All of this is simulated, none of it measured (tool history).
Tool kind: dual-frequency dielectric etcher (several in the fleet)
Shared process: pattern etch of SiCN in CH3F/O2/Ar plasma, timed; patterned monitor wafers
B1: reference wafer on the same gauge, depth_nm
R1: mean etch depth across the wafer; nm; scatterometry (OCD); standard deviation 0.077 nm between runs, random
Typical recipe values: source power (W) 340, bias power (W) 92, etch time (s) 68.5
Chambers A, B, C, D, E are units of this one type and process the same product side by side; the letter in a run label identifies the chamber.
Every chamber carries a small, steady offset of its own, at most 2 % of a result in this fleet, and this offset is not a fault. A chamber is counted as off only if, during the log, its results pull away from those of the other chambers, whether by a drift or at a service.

run 1A hour=10.8 | source_power_(W)=340 bias_power_(W)=92 etch_time_(s)=68.5 | B1=29.804 | R1=26.405
run 2D hour=19.3 | source_power_(W)=340 bias_power_(W)=92 etch_time_(s)=68.5 | B1=29.786 | R1=26.446
run 3E hour=26.3 | source_power_(W)=340 bias_power_(W)=92 etch_time_(s)=68.5 | B1=29.792 | R1=27.068
run 4B hour=31.7 | source_power_(W)=340 bias_power_(W)=92 etch_time_(s)=68.5 | B1=29.801 | R1=26.444
run 5C hour=38.7 | source_power_(W)=340 bias_power_(W)=92 etch_time_(s)=68.5 | B1=29.804 | R1=26.309
run 6A hour=45.9 | source_power_(W)=340 bias_power_(W)=92 etch_time_(s)=68.5 | B1=29.799 | R1=26.377
-- hour=52.4 chamber B: wet clean of the chamber
run 7B hour=53.0 | source_power_(W)=340 bias_power_(W)=92 etch_time_(s)=68.5 | B1=29.797 | R1=26.309
run 8C hour=60.2 | source_power_(W)=340 bias_power_(W)=92 etch_time_(s)=68.5 | B1=29.806 | R1=26.314
run 9E hour=70.9 | source_power_(W)=340 bias_power_(W)=92 etch_time_(s)=68.5 | B1=29.801 | R1=26.959
run 10D hour=77.0 | source_power_(W)=340 bias_power_(W)=92 etch_time_(s)=68.5 | B1=29.794 | R1=26.477
run 11D hour=86.8 | source_power_(W)=340 bias_power_(W)=92 etch_time_(s)=68.5 | B1=29.807 | R1=26.299
run 12A hour=92.8 | source_power_(W)=340 bias_power_(W)=92 etch_time_(s)=68.5 | B1=29.812 | R1=26.308
run 13C hour=98.2 | source_power_(W)=340 bias_power_(W)=113 etch_time_(s)=68.5 | B1=29.818 | R1=28.554
-- hour=98.9 chamber A: wet clean of the chamber
run 14E hour=105.3 | source_power_(W)=340 bias_power_(W)=113 etch_time_(s)=68.5 | B1=29.808 | R1=29.272
run 15B hour=111.4 | source_power_(W)=340 bias_power_(W)=113 etch_time_(s)=68.5 | B1=29.820 | R1=28.490
-- hour=114.8 chamber E: wet clean of the chamber
run 16E hour=118.7 | source_power_(W)=340 bias_power_(W)=113 etch_time_(s)=68.5 | B1=29.805 | R1=30.268
run 17A hour=125.9 | source_power_(W)=340 bias_power_(W)=113 etch_time_(s)=68.5 | B1=29.821 | R1=28.597
run 18D hour=131.2 | source_power_(W)=340 bias_power_(W)=92 etch_time_(s)=68.5 | B1=29.794 | R1=26.450
run 19B hour=140.2 | source_power_(W)=340 bias_power_(W)=92 etch_time_(s)=68.5 | B1=29.787 | R1=26.474
run 20C hour=145.4 | source_power_(W)=340 bias_power_(W)=92 etch_time_(s)=68.5 | B1=29.801 | R1=26.252
run 21B hour=153.8 | source_power_(W)=340 bias_power_(W)=92 etch_time_(s)=68.5 | B1=29.786 | R1=26.371
run 22E hour=162.8 | source_power_(W)=340 bias_power_(W)=92 etch_time_(s)=68.5 | B1=29.799 | R1=28.061
run 23D hour=169.5 | source_power_(W)=340 bias_power_(W)=92 etch_time_(s)=68.5 | B1=29.811 | R1=26.491
run 24A hour=179.4 | source_power_(W)=340 bias_power_(W)=92 etch_time_(s)=68.5 | B1=29.809 | R1=26.257
run 25C hour=187.6 | source_power_(W)=340 bias_power_(W)=92 etch_time_(s)=68.5 | B1=29.789 | R1=26.271
run 26C hour=196.6 | source_power_(W)=340 bias_power_(W)=92 etch_time_(s)=68.5 | B1=29.802 | R1=26.386
run 27E hour=202.6 | source_power_(W)=310 bias_power_(W)=92 etch_time_(s)=56.5 | B1=29.815 | R1=22.432
run 28B hour=210.1 | source_power_(W)=310 bias_power_(W)=92 etch_time_(s)=56.5 | B1=29.784 | R1=21.129
run 29D hour=217.2 | source_power_(W)=310 bias_power_(W)=92 etch_time_(s)=56.5 | B1=29.803 | R1=21.202
run 30A hour=225.4 | source_power_(W)=310 bias_power_(W)=92 etch_time_(s)=56.5 | B1=29.808 | R1=21.019
-- hour=227.0 chamber C: wet clean of the chamber
run 31D hour=231.4 | source_power_(W)=310 bias_power_(W)=92 etch_time_(s)=56.5 | B1=29.822 | R1=21.113
run 32A hour=241.0 | source_power_(W)=340 bias_power_(W)=92 etch_time_(s)=68.5 | B1=29.788 | R1=26.500
run 33B hour=248.8 | source_power_(W)=340 bias_power_(W)=92 etch_time_(s)=68.5 | B1=29.809 | R1=26.268
run 34C hour=259.1 | source_power_(W)=340 bias_power_(W)=92 etch_time_(s)=68.5 | B1=29.799 | R1=26.348
run 35E hour=268.0 | source_power_(W)=340 bias_power_(W)=103 etch_time_(s)=60.0 | B1=29.807 | R1=25.696
run 36A hour=276.3 | source_power_(W)=340 bias_power_(W)=103 etch_time_(s)=60.0 | B1=29.790 | R1=24.101
run 37D hour=284.8 | source_power_(W)=340 bias_power_(W)=103 etch_time_(s)=60.0 | B1=29.816 | R1=24.242
run 38C hour=293.7 | source_power_(W)=340 bias_power_(W)=103 etch_time_(s)=60.0 | B1=29.793 | R1=24.022
run 39E hour=302.4 | source_power_(W)=340 bias_power_(W)=103 etch_time_(s)=60.0 | B1=29.806 | R1=25.625
run 40B hour=308.0 | source_power_(W)=340 bias_power_(W)=92 etch_time_(s)=68.5 | B1=29.793 | R1=26.514
run 41A hour=317.4 | source_power_(W)=340 bias_power_(W)=92 etch_time_(s)=68.5 | B1=29.798 | R1=26.341
run 42B hour=327.0 | source_power_(W)=340 bias_power_(W)=92 etch_time_(s)=68.5 | B1=29.780 | R1=26.495

For the next run the whole fleet of 5 chambers uses the same settings. Give each chamber's results:
run 43A hour=334.8 | source_power_(W)=410 bias_power_(W)=92 etch_time_(s)=68.5 | R1=?
run 43B hour=334.8 | source_power_(W)=410 bias_power_(W)=92 etch_time_(s)=68.5 | R1=?
run 43C hour=334.8 | source_power_(W)=410 bias_power_(W)=92 etch_time_(s)=68.5 | R1=?
run 43D hour=334.8 | source_power_(W)=410 bias_power_(W)=92 etch_time_(s)=68.5 | R1=?
run 43E hour=334.8 | source_power_(W)=410 bias_power_(W)=92 etch_time_(s)=68.5 | R1=?

run=43A R1=28.373
run=43B R1=28.117
run=43C R1=28.218
run=43D R1=28.587
run=43E R1=30.084
